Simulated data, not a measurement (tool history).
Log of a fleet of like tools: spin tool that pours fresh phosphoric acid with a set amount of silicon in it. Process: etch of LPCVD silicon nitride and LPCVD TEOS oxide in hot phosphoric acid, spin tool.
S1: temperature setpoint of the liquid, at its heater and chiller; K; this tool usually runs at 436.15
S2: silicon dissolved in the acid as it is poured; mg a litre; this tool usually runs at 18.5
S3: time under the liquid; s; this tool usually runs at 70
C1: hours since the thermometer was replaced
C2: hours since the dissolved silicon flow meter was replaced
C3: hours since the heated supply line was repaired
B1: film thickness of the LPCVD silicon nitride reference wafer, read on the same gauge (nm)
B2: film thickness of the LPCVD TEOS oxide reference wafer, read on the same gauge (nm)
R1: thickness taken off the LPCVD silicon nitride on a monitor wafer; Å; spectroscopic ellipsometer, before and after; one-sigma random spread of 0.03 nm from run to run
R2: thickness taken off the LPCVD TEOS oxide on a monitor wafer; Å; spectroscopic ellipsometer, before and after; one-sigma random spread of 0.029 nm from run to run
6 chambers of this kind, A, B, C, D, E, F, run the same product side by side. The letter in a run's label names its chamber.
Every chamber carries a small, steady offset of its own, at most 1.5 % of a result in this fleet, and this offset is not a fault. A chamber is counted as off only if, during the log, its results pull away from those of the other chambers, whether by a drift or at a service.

| run | hour | S1 | S2 | S3 | C1 | C2 | C3 | B1 | B2 | R1 | R2 |
|---|---|---|---|---|---|---|---|---|---|---|---|
| 1E | 6.7 | 436.15 | 18.5 | 70 | 122.5 | 1604.1 | 92.7 | 49.992 | 150.01 | 69.893 | 4.0430 |
| 2D | 18.7 | 436.15 | 18.5 | 70 | 489.8 | 109.2 | 482.0 | 50.029 | 150.04 | 70.596 | 3.9057 |
| 3F | 33.3 | 436.15 | 18.5 | 70 | 1559.5 | 1844.5 | 1872.3 | 50.014 | 150.00 | 70.289 | 4.0073 |
| 4C | 47.4 | 436.15 | 18.5 | 70 | 243.5 | 442.0 | 412.6 | 50.006 | 149.96 | 68.968 | 3.7481 |
|  | 52.5 | chamber B: dissolved silicon flow meter replaced |
| 5A | 60.0 | 436.15 | 18.5 | 70 | 64.2 | 472.6 | 224.2 | 50.011 | 150.00 | 69.037 | 3.5319 |
| 6B | 68.9 | 436.15 | 18.5 | 70 | 899.2 | 16.5 | 315.8 | 50.042 | 150.01 | 69.306 | 3.5699 |
| 7E | 81.4 | 436.15 | 18.5 | 70 | 197.2 | 1678.8 | 167.4 | 49.978 | 149.98 | 69.294 | 3.6642 |
| 8D | 90.7 | 436.15 | 18.5 | 70 | 561.8 | 181.2 | 554.0 | 50.018 | 150.01 | 70.606 | 4.3456 |
| 9A | 102.1 | 436.15 | 18.5 | 50 | 106.3 | 514.7 | 266.3 | 50.022 | 150.03 | 49.899 | 2.8078 |
| 10C | 114.5 | 436.15 | 18.5 | 50 | 310.6 | 509.1 | 479.7 | 49.985 | 149.99 | 49.155 | 2.7184 |
| 11F | 121.2 | 436.15 | 18.5 | 50 | 1647.4 | 1932.4 | 1960.2 | 50.009 | 149.98 | 49.897 | 2.6217 |
|  | 124.5 | chamber E: dissolved silicon flow meter replaced |
| 12B | 130.4 | 436.15 | 18.5 | 50 | 960.7 | 78.0 | 377.3 | 49.993 | 149.98 | 49.845 | 2.5210 |
|  | 134.1 | chamber F: heated supply line repaired |
| 13F | 143.7 | 436.15 | 18.5 | 50 | 1669.9 | 1954.9 | 9.7 | 49.998 | 150.00 | 49.693 | 2.6117 |
| 14E | 156.3 | 436.15 | 18.5 | 50 | 272.1 | 31.8 | 242.3 | 50.004 | 149.96 | 49.688 | 2.5783 |
| 15A | 165.0 | 436.15 | 18.5 | 70 | 169.2 | 577.6 | 329.2 | 50.012 | 150.01 | 69.595 | 3.6467 |
|  | 168.1 | chamber F: thermometer replaced |
| 16C | 177.0 | 436.15 | 18.5 | 70 | 373.1 | 571.6 | 542.2 | 50.000 | 150.03 | 68.903 | 4.1247 |
| 17B | 184.2 | 436.15 | 18.5 | 70 | 1014.5 | 131.8 | 431.1 | 49.993 | 149.99 | 70.172 | 3.7773 |
| 18D | 196.9 | 436.15 | 18.5 | 70 | 668.0 | 287.4 | 660.2 | 50.004 | 150.02 | 70.401 | 3.9002 |
| 19E | 207.5 | 436.15 | 18.5 | 70 | 323.3 | 83.0 | 293.5 | 50.005 | 150.00 | 70.109 | 3.9302 |
| 20F | 220.6 | 436.15 | 18.5 | 70 | 52.5 | 2031.8 | 86.6 | 49.979 | 149.96 | 70.115 | 4.5593 |
| 21D | 227.5 | 436.15 | 18.5 | 70 | 698.6 | 318.0 | 690.8 | 50.000 | 150.03 | 70.056 | 3.9657 |
| 22C | 241.4 | 436.15 | 18.5 | 70 | 437.5 | 636.0 | 606.6 | 50.015 | 150.01 | 68.657 | 3.7397 |
| 23A | 249.9 | 436.15 | 18.5 | 70 | 254.1 | 662.5 | 414.1 | 49.977 | 149.97 | 69.764 | 3.9222 |
| 24B | 262.9 | 436.15 | 18.5 | 70 | 1093.2 | 210.5 | 509.8 | 49.999 | 150.01 | 70.169 | 3.8844 |
| 25E | 276.7 | 436.15 | 18.5 | 70 | 392.5 | 152.2 | 362.7 | 49.991 | 150.03 | 69.489 | 4.2242 |
| 26D | 284.1 | 436.15 | 18.5 | 70 | 755.2 | 374.6 | 747.4 | 50.004 | 150.01 | 70.123 | 3.6848 |
| 27C | 292.0 | 436.15 | 18.5 | 70 | 488.1 | 686.6 | 657.2 | 49.993 | 150.01 | 69.056 | 3.5653 |
| 28F | 300.6 | 436.15 | 18.5 | 70 | 132.5 | 2111.8 | 166.6 | 50.016 | 150.03 | 70.291 | 4.2563 |
| 29A | 312.8 | 436.15 | 18.5 | 70 | 317.0 | 725.4 | 477.0 | 49.988 | 149.97 | 69.660 | 3.8030 |
| 30B | 323.4 | 436.15 | 18.5 | 70 | 1153.7 | 271.0 | 570.3 | 49.982 | 149.97 | 69.956 | 4.0060 |
| 31E | 332.8 | 436.15 | 18.5 | 70 | 448.6 | 208.3 | 418.8 | 49.993 | 150.00 | 69.284 | 3.9790 |
| 32C | 345.4 | 436.15 | 18.5 | 70 | 541.5 | 740.0 | 710.6 | 50.013 | 149.98 | 68.965 | 3.9469 |
| 33A | 352.7 | 436.15 | 18.5 | 70 | 356.9 | 765.3 | 516.9 | 50.012 | 150.00 | 69.212 | 3.8236 |
| 34B | 367.8 | 436.15 | 26.0 | 90 | 1198.1 | 315.4 | 614.7 | 50.015 | 150.01 | 89.608 | 3.7379 |
| 35F | 375.4 | 436.15 | 26.0 | 90 | 207.3 | 2186.6 | 241.4 | 49.999 | 149.99 | 89.962 | 3.9557 |
| 36D | 383.3 | 436.15 | 26.0 | 90 | 854.4 | 473.8 | 846.6 | 50.012 | 150.00 | 90.775 | 4.4387 |
| 37B | 396.2 | 436.15 | 26.0 | 90 | 1226.5 | 343.8 | 643.1 | 49.997 | 149.98 | 89.652 | 3.1739 |
|  | 397.7 | chamber C: dissolved silicon flow meter replaced |
| 38C | 406.6 | 436.15 | 26.0 | 90 | 602.7 | 8.9 | 771.8 | 50.036 | 150.03 | 89.380 | 3.8882 |

All 6 chambers run these settings next. Forecast each chamber's results:
| 39A | 417.8 | 436.15 | 9.5 | 70 |  |  |  |  |  | ? | ? |
| 39B | 417.8 | 436.15 | 9.5 | 70 |  |  |  |  |  | ? | ? |
| 39C | 417.8 | 436.15 | 9.5 | 70 |  |  |  |  |  | ? | ? |
| 39D | 417.8 | 436.15 | 9.5 | 70 |  |  |  |  |  | ? | ? |
| 39E | 417.8 | 436.15 | 9.5 | 70 |  |  |  |  |  | ? | ? |
| 39F | 417.8 | 436.15 | 9.5 | 70 |  |  |  |  |  | ? | ? |

| run | R1 | R2 |
|---|---|---|
| 39A | 69.651 | 5.1963 |
| 39B | 69.568 | 4.6186 |
| 39C | 68.850 | 5.3532 |
| 39D | 70.831 | 5.2727 |
| 39E | 69.914 | 4.4952 |
| 39F | 69.935 | 4.8884 |
